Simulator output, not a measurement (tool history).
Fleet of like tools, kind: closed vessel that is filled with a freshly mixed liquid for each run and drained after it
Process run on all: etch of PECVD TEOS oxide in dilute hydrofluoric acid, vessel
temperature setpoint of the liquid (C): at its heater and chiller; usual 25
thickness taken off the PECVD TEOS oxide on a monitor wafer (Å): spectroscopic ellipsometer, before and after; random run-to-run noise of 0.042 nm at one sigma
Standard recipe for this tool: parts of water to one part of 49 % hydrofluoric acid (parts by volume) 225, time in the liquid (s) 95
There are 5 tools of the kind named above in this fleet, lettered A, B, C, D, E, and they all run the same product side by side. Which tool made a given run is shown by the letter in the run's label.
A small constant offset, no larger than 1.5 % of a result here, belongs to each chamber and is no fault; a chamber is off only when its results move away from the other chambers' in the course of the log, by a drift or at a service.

| run | hour | temperature setpoint of the liquid (C) | parts of water to one part of 49 % hydrofluoric acid (parts by volume) | time in the liquid (s) | hours since the thermometer was replaced | hours since the hydrofluoric acid flow meter was replaced | read-back film thickness of the PECVD TEOS oxide reference wafer, read on the same gauge (nm) | thickness taken off the PECVD TEOS oxide on a monitor wafer (Å) |
|---|---|---|---|---|---|---|---|---|
| 1B | 4.7 | 25 | 225 | 95 | 212.2 | 1057 | 40.015 | 54.269 |
| 2C | 8.5 | 25 | 225 | 95 | 2131 | 1832 | 40.014 | 54.283 |
| 3A | 11.5 | 25 | 225 | 95 | 159 | 332.2 | 39.999 | 54.345 |
| 4E | 17.4 | 25 | 225 | 95 | 942.2 | 336.8 | 39.985 | 52.802 |
| 5D | 23.2 | 25 | 225 | 95 | 221.3 | 101.9 | 40.015 | 54.294 |
| 6A | 27 | 25 | 225 | 95 | 174.5 | 347.7 | 39.992 | 54.063 |
| 7E | 31.1 | 25 | 145 | 130 | 955.9 | 350.5 | 40.03 | 122.48 |
| 8D | 33.6 | 25 | 145 | 130 | 231.7 | 112.3 | 39.967 | 124.46 |
| 9B | 38.3 | 25 | 145 | 130 | 245.8 | 1090.6 | 40.017 | 126.33 |
| 10C | 43.8 | 25 | 145 | 130 | 2166.3 | 1867.3 | 39.984 | 126.55 |
| 11E | 46.7 | 25 | 145 | 130 | 971.5 | 366.1 | 40.027 | 122.25 |
| 12A | 50.9 | 25 | 225 | 95 | 198.4 | 371.6 | 39.999 | 54.53 |
| 13D | 55.1 | 25 | 225 | 95 | 253.2 | 133.8 | 40.034 | 54.239 |
| 14C | 58.4 | 25 | 225 | 95 | 2180.9 | 1881.9 | 39.993 | 54.382 |
| 15B | 61.9 | 23.5 | 225 | 80 | 269.4 | 1114.2 | 39.994 | 42.962 |
| 16D | 65 | 23.5 | 225 | 80 | 263.1 | 143.7 | 39.991 | 42.641 |
| 17E | 68.1 | 23.5 | 225 | 80 | 992.9 | 387.5 | 39.962 | 42.193 |
| 18A | 71.7 | 23.5 | 225 | 80 | 219.2 | 392.4 | 39.993 | 42.526 |
| 19B | 76.1 | 23.5 | 225 | 80 | 283.6 | 1128.4 | 40 | 43.76 |
| 20C | 79.7 | 25 | 225 | 95 | 2202.2 | 1903.2 | 40.028 | 53.204 |
| 21A | 82.4 | 25 | 225 | 95 | 229.9 | 403.1 | 39.982 | 52.244 |
| 22C | 88.1 | 25 | 225 | 95 | 2210.6 | 1911.6 | 40.016 | 54.147 |
| 23D | 91.3 | 25 | 225 | 95 | 289.4 | 170 | 39.987 | 53.183 |
|  | 91.4 | chamber B: hydrofluoric acid flow meter replaced |
| 24E | 96.1 | 25 | 225 | 95 | 1020.9 | 415.5 | 40.004 | 53.845 |
| 25B | 100.6 | 25 | 225 | 95 | 308.1 | 9.2 | 40.004 | 54.756 |
| 26A | 104.1 | 25 | 225 | 95 | 251.6 | 424.8 | 40.023 | 51.435 |
| 27C | 107.7 | 25 | 225 | 95 | 2230.2 | 1931.2 | 39.976 | 53.76 |
| 28D | 112.3 | 25 | 225 | 95 | 310.4 | 191 | 40.018 | 53.721 |
|  | 114.1 | chamber C: thermometer replaced |
| 29B | 115.5 | 25 | 225 | 95 | 323 | 24.1 | 39.964 | 55.336 |
| 30E | 119 | 25 | 225 | 95 | 1043.8 | 438.4 | 39.977 | 52.999 |
| 31E | 124.5 | 25 | 225 | 95 | 1049.3 | 443.9 | 39.987 | 53.042 |
| 32C | 129.9 | 25 | 225 | 95 | 15.9 | 1953.4 | 40.011 | 53.566 |
| 33B | 133.8 | 25 | 225 | 95 | 341.3 | 42.4 | 39.989 | 54.2 |
| 34D | 138 | 25 | 225 | 95 | 336.1 | 216.7 | 39.988 | 53.484 |
| 35A | 140.7 | 25 | 225 | 95 | 288.2 | 461.4 | 40.014 | 50.009 |
| 36E | 143.4 | 25 | 225 | 95 | 1068.2 | 462.8 | 40.032 | 52.912 |
| 37D | 147.8 | 25 | 315 | 130 | 345.9 | 226.5 | 40.004 | 47.808 |
| 38B | 152.8 | 25 | 315 | 130 | 360.3 | 61.4 | 40.026 | 48.597 |
| 39C | 157.2 | 25 | 315 | 130 | 43.2 | 1980.7 | 40.011 | 47.624 |
| 40A | 160.8 | 25 | 315 | 130 | 308.3 | 481.5 | 40.004 | 44.874 |

Has any chamber moved away from the others, gradually or after a service, or does the common gauge drift, or do the chambers differ only by their own small steady offsets? State the chamber and the most likely cause if one applies.

Chamber A drifts away from the others.
Likeliest cause: hydrofluoric acid flow below the setpoint (%) = 6.53.
The log might look much the same if the cause were instead: liquid colder than its thermometer reads (K).

Here are 4 candidates for chamber A's next run, each the usual settings with a change, their results left as question marks. Which one brings its results back in line with what the others give on the usual settings?
In-line tolerance around the mean of the other chambers on the usual settings: thickness taken off the PECVD TEOS oxide on a monitor wafer (Å) 1.5
| 41A-1 | 165 | 22.5 | 225 | 95 |  |  |  | ? |
| 41A-2 | 165 | 21 | 225 | 95 |  |  |  | ? |
| 41A-3 | 165 | 29 | 225 | 95 |  |  |  | ? |
| 41A-4 | 165 | 27.5 | 225 | 95 |  |  |  | ? |

On the usual settings, the other chambers give on average: thickness taken off the PECVD TEOS oxide on a monitor wafer (Å) 53.926
| run | thickness taken off the PECVD TEOS oxide on a monitor wafer (Å) |
|---|---|
| 41A-1 | 45.073 |
| 41A-2 | 42.609 |
| 41A-3 | 56.89 |
| 41A-4 | 54.006 |
With 41A-4, the chamber falls back in line with the rest.

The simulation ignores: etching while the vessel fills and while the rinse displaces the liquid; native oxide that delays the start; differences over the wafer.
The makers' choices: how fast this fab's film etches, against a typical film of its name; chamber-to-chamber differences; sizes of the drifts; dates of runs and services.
